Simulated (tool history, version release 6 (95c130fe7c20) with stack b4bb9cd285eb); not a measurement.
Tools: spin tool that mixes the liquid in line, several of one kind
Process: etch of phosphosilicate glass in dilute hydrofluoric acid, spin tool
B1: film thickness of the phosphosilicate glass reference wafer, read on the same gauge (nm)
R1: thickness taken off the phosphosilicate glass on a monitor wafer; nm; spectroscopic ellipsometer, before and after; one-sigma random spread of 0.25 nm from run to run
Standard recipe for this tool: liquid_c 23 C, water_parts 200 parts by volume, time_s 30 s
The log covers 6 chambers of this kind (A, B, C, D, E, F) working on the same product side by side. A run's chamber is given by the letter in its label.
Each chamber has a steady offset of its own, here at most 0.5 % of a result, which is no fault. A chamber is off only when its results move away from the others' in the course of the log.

run 1A hour=10.5 | liquid_c=23 water_parts=200 time_s=30 | B1=59.997 | R1=25.524
run 2E hour=19.9 | liquid_c=23 water_parts=200 time_s=30 | B1=60.004 | R1=25.915
run 3B hour=26 | liquid_c=23 water_parts=200 time_s=30 | B1=59.969 | R1=25.856
run 4D hour=32.4 | liquid_c=23 water_parts=200 time_s=30 | B1=59.989 | R1=25.517
run 5C hour=43.9 | liquid_c=23 water_parts=200 time_s=30 | B1=60.01 | R1=26.296
-- hour=44.6 chamber D: hydrofluoric acid flow meter replaced
run 6F hour=53 | liquid_c=23 water_parts=200 time_s=30 | B1=60.001 | R1=25.732
run 7F hour=63.1 | liquid_c=23 water_parts=200 time_s=30 | B1=60.011 | R1=25.717
run 8B hour=74.9 | liquid_c=23 water_parts=200 time_s=30 | B1=60.012 | R1=25.495
run 9E hour=80.6 | liquid_c=23 water_parts=200 time_s=30 | B1=59.95 | R1=25.566
run 10A hour=86.6 | liquid_c=23 water_parts=200 time_s=30 | B1=59.998 | R1=26.07
run 11D hour=92.4 | liquid_c=23 water_parts=200 time_s=30 | B1=60.042 | R1=25.75
run 12C hour=101.3 | liquid_c=23 water_parts=200 time_s=30 | B1=60.003 | R1=25.41
run 13B hour=107.5 | liquid_c=23 water_parts=200 time_s=30 | B1=59.977 | R1=25.785
-- hour=107.6 chamber A: thermometer replaced
run 14F hour=114.2 | liquid_c=23 water_parts=200 time_s=30 | B1=59.987 | R1=25.585
run 15A hour=125.3 | liquid_c=23 water_parts=200 time_s=30 | B1=60.037 | R1=25.224
run 16E hour=134.1 | liquid_c=23 water_parts=200 time_s=45 | B1=60.034 | R1=37.97
run 17C hour=143.6 | liquid_c=23 water_parts=200 time_s=45 | B1=60.013 | R1=38.065
run 18D hour=150.4 | liquid_c=23 water_parts=200 time_s=45 | B1=59.969 | R1=38.798
run 19F hour=157.1 | liquid_c=23 water_parts=200 time_s=45 | B1=60.032 | R1=38.374
run 20C hour=162.6 | liquid_c=23 water_parts=200 time_s=45 | B1=60.01 | R1=38.819
run 21B hour=173.1 | liquid_c=23 water_parts=200 time_s=45 | B1=59.973 | R1=38.119
run 22E hour=184.4 | liquid_c=23 water_parts=200 time_s=30 | B1=60.013 | R1=25.21
run 23D hour=191.5 | liquid_c=19.5 water_parts=200 time_s=30 | B1=59.98 | R1=22.663
run 24A hour=202.4 | liquid_c=19.5 water_parts=200 time_s=30 | B1=60.037 | R1=22.388
run 25C hour=212.1 | liquid_c=19.5 water_parts=200 time_s=30 | B1=60.022 | R1=22.257
run 26E hour=223.5 | liquid_c=19.5 water_parts=200 time_s=30 | B1=60.026 | R1=22.404
run 27A hour=229.5 | liquid_c=19.5 water_parts=200 time_s=30 | B1=60.023 | R1=22.278
-- hour=234.3 chamber B: hydrofluoric acid flow meter replaced
run 28D hour=237.4 | liquid_c=19.5 water_parts=200 time_s=30 | B1=60.014 | R1=22.141
-- hour=239.5 chamber D: thermometer replaced
run 29F hour=248.5 | liquid_c=23 water_parts=200 time_s=30 | B1=59.992 | R1=25.507
run 30B hour=254.2 | liquid_c=23 water_parts=200 time_s=30 | B1=60.017 | R1=25.665
run 31C hour=263.4 | liquid_c=23 water_parts=200 time_s=30 | B1=60.028 | R1=25.308
run 32A hour=274.6 | liquid_c=23 water_parts=200 time_s=30 | B1=59.962 | R1=26.177
run 33D hour=282.4 | liquid_c=23 water_parts=200 time_s=30 | B1=59.957 | R1=25.309
run 34B hour=292.6 | liquid_c=23 water_parts=200 time_s=30 | B1=59.994 | R1=25.95
run 35F hour=301.7 | liquid_c=23 water_parts=200 time_s=30 | B1=59.988 | R1=25.619
run 36E hour=310.5 | liquid_c=23 water_parts=200 time_s=30 | B1=60.026 | R1=25.467

What goes on in this fleet: one chamber off, a drifting gauge, or nothing beyond the chambers' own small offsets? Name the chamber and the cause, if any.

No chamber is off and the gauge is stable; the differences are just each chamber's small, constant offset.

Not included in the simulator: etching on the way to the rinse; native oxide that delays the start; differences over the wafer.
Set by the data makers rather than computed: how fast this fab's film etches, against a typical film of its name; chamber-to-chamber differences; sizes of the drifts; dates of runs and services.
